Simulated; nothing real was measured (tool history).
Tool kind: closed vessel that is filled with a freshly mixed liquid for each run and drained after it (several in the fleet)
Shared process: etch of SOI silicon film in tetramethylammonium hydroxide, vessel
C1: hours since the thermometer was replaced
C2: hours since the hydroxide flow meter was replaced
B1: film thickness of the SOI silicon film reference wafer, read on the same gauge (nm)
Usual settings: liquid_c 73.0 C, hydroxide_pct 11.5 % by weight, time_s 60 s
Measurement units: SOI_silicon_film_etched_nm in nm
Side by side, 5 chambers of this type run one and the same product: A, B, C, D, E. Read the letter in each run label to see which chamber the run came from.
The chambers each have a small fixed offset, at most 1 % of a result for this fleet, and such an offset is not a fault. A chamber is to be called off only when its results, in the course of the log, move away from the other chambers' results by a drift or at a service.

run 1B hour=6.7 | liquid_c=73.0 hydroxide_pct=11.5 time_s=60 | C1=325.8 C2=848.6 | B1=90.025 | SOI_silicon_film_etched_nm=492.32
run 2A hour=13.0 | liquid_c=73.0 hydroxide_pct=11.5 time_s=60 | C1=304.0 C2=804.8 | B1=89.974 | SOI_silicon_film_etched_nm=473.93
run 3C hour=17.0 | liquid_c=73.0 hydroxide_pct=11.5 time_s=60 | C1=407.3 C2=413.1 | B1=90.006 | SOI_silicon_film_etched_nm=479.76
run 4D hour=23.8 | liquid_c=73.0 hydroxide_pct=11.5 time_s=60 | C1=450.6 C2=95.3 | B1=89.984 | SOI_silicon_film_etched_nm=488.97
run 5E hour=27.0 | liquid_c=73.0 hydroxide_pct=11.5 time_s=60 | C1=614.0 C2=1128.9 | B1=90.007 | SOI_silicon_film_etched_nm=487.67
run 6B hour=31.1 | liquid_c=73.0 hydroxide_pct=11.5 time_s=60 | C1=350.2 C2=873.0 | B1=89.993 | SOI_silicon_film_etched_nm=484.24
run 7D hour=35.7 | liquid_c=73.0 hydroxide_pct=11.5 time_s=60 | C1=462.5 C2=107.2 | B1=89.991 | SOI_silicon_film_etched_nm=483.47
run 8C hour=41.1 | liquid_c=73.0 hydroxide_pct=11.5 time_s=60 | C1=431.4 C2=437.2 | B1=90.028 | SOI_silicon_film_etched_nm=475.70
run 9A hour=46.1 | liquid_c=66.5 hydroxide_pct=11.5 time_s=45 | C1=337.1 C2=837.9 | B1=89.994 | SOI_silicon_film_etched_nm=247.54
run 10E hour=51.6 | liquid_c=66.5 hydroxide_pct=11.5 time_s=45 | C1=638.6 C2=1153.5 | B1=89.993 | SOI_silicon_film_etched_nm=249.17
run 11B hour=58.4 | liquid_c=66.5 hydroxide_pct=11.5 time_s=45 | C1=377.5 C2=900.3 | B1=90.002 | SOI_silicon_film_etched_nm=247.41
run 12A hour=61.4 | liquid_c=66.5 hydroxide_pct=11.5 time_s=45 | C1=352.4 C2=853.2 | B1=90.043 | SOI_silicon_film_etched_nm=245.70
run 13C hour=65.3 | liquid_c=66.5 hydroxide_pct=11.5 time_s=45 | C1=455.6 C2=461.4 | B1=89.999 | SOI_silicon_film_etched_nm=247.71
run 14D hour=70.2 | liquid_c=73.0 hydroxide_pct=11.5 time_s=60 | C1=497.0 C2=141.7 | B1=89.987 | SOI_silicon_film_etched_nm=487.14
run 15E hour=76.6 | liquid_c=73.0 hydroxide_pct=11.5 time_s=60 | C1=663.6 C2=1178.5 | B1=89.988 | SOI_silicon_film_etched_nm=481.68
run 16D hour=80.3 | liquid_c=80.5 hydroxide_pct=11.5 time_s=30 | C1=507.1 C2=151.8 | B1=89.990 | SOI_silicon_film_etched_nm=367.23
run 17E hour=86.4 | liquid_c=80.5 hydroxide_pct=11.5 time_s=30 | C1=673.4 C2=1188.3 | B1=89.976 | SOI_silicon_film_etched_nm=375.29
run 18A hour=92.6 | liquid_c=80.5 hydroxide_pct=11.5 time_s=30 | C1=383.6 C2=884.4 | B1=90.027 | SOI_silicon_film_etched_nm=361.79
run 19B hour=97.1 | liquid_c=80.5 hydroxide_pct=11.5 time_s=30 | C1=416.2 C2=939.0 | B1=89.951 | SOI_silicon_film_etched_nm=374.44
run 20C hour=103.3 | liquid_c=80.5 hydroxide_pct=11.5 time_s=30 | C1=493.6 C2=499.4 | B1=90.047 | SOI_silicon_film_etched_nm=371.77
run 21C hour=109.6 | liquid_c=73.0 hydroxide_pct=11.5 time_s=60 | C1=499.9 C2=505.7 | B1=89.989 | SOI_silicon_film_etched_nm=480.09
run 22E hour=115.3 | liquid_c=73.0 hydroxide_pct=11.5 time_s=60 | C1=702.3 C2=1217.2 | B1=90.012 | SOI_silicon_film_etched_nm=484.85
run 23B hour=120.2 | liquid_c=73.0 hydroxide_pct=8.5 time_s=60 | C1=439.3 C2=962.1 | B1=90.018 | SOI_silicon_film_etched_nm=538.80
run 24A hour=123.3 | liquid_c=73.0 hydroxide_pct=8.5 time_s=60 | C1=414.3 C2=915.1 | B1=90.027 | SOI_silicon_film_etched_nm=543.55
run 25D hour=129.2 | liquid_c=73.0 hydroxide_pct=8.5 time_s=60 | C1=556.0 C2=200.7 | B1=90.050 | SOI_silicon_film_etched_nm=500.88
run 26B hour=134.6 | liquid_c=73.0 hydroxide_pct=8.5 time_s=60 | C1=453.7 C2=976.5 | B1=89.976 | SOI_silicon_film_etched_nm=541.87
run 27C hour=137.7 | liquid_c=73.0 hydroxide_pct=8.5 time_s=60 | C1=528.0 C2=533.8 | B1=90.002 | SOI_silicon_film_etched_nm=538.37
-- hour=141.0 chamber C: hydroxide flow meter replaced
run 28E hour=142.1 | liquid_c=73.0 hydroxide_pct=11.5 time_s=60 | C1=729.1 C2=1244.0 | B1=89.995 | SOI_silicon_film_etched_nm=487.36
-- hour=144.2 chamber A: hydroxide flow meter replaced
run 29A hour=147.8 | liquid_c=73.0 hydroxide_pct=11.5 time_s=60 | C1=438.8 C2=3.6 | B1=90.010 | SOI_silicon_film_etched_nm=481.81
run 30D hour=153.1 | liquid_c=73.0 hydroxide_pct=11.5 time_s=60 | C1=579.9 C2=224.6 | B1=90.003 | SOI_silicon_film_etched_nm=441.05
run 31C hour=159.3 | liquid_c=73.0 hydroxide_pct=13.0 time_s=60 | C1=549.6 C2=18.4 | B1=89.995 | SOI_silicon_film_etched_nm=452.10
run 32D hour=163.1 | liquid_c=73.0 hydroxide_pct=13.0 time_s=60 | C1=589.9 C2=234.6 | B1=89.991 | SOI_silicon_film_etched_nm=421.42

Does one chamber stand apart from the rest, does the shared gauge drift, or is all well apart from small per-chamber offsets? Give the chamber and the most likely cause, where there is one.

Little by little, chamber D moves away from the other chambers.
Most likely cause: liquid colder than its thermometer reads (K) = 1.95.

Here are 4 candidates for chamber D's next run, each the usual settings with a change, their results left as question marks. Which one brings its results back in line with what the others give on the usual settings?
In-line tolerance around the mean of the other chambers on the usual settings: SOI_silicon_film_etched_nm 15.00 nm
run 33D-1 hour=168.1 | liquid_c=72.0 hydroxide_pct=11.5 time_s=60 | SOI_silicon_film_etched_nm=?
run 33D-2 hour=168.1 | liquid_c=72.5 hydroxide_pct=11.5 time_s=55 | SOI_silicon_film_etched_nm=?
run 33D-3 hour=168.1 | liquid_c=74.0 hydroxide_pct=11.5 time_s=60 | SOI_silicon_film_etched_nm=?
run 33D-4 hour=168.1 | liquid_c=75.0 hydroxide_pct=11.5 time_s=60 | SOI_silicon_film_etched_nm=?

Other chambers, usual settings, mean: SOI_silicon_film_etched_nm 484.52 nm
run=33D-1 SOI_silicon_film_etched_nm=407.18
run=33D-2 SOI_silicon_film_etched_nm=384.12
run=33D-3 SOI_silicon_film_etched_nm=456.78
run=33D-4 SOI_silicon_film_etched_nm=483.71
Change 33D-4 lands the chamber within the allowed miss of the other chambers.

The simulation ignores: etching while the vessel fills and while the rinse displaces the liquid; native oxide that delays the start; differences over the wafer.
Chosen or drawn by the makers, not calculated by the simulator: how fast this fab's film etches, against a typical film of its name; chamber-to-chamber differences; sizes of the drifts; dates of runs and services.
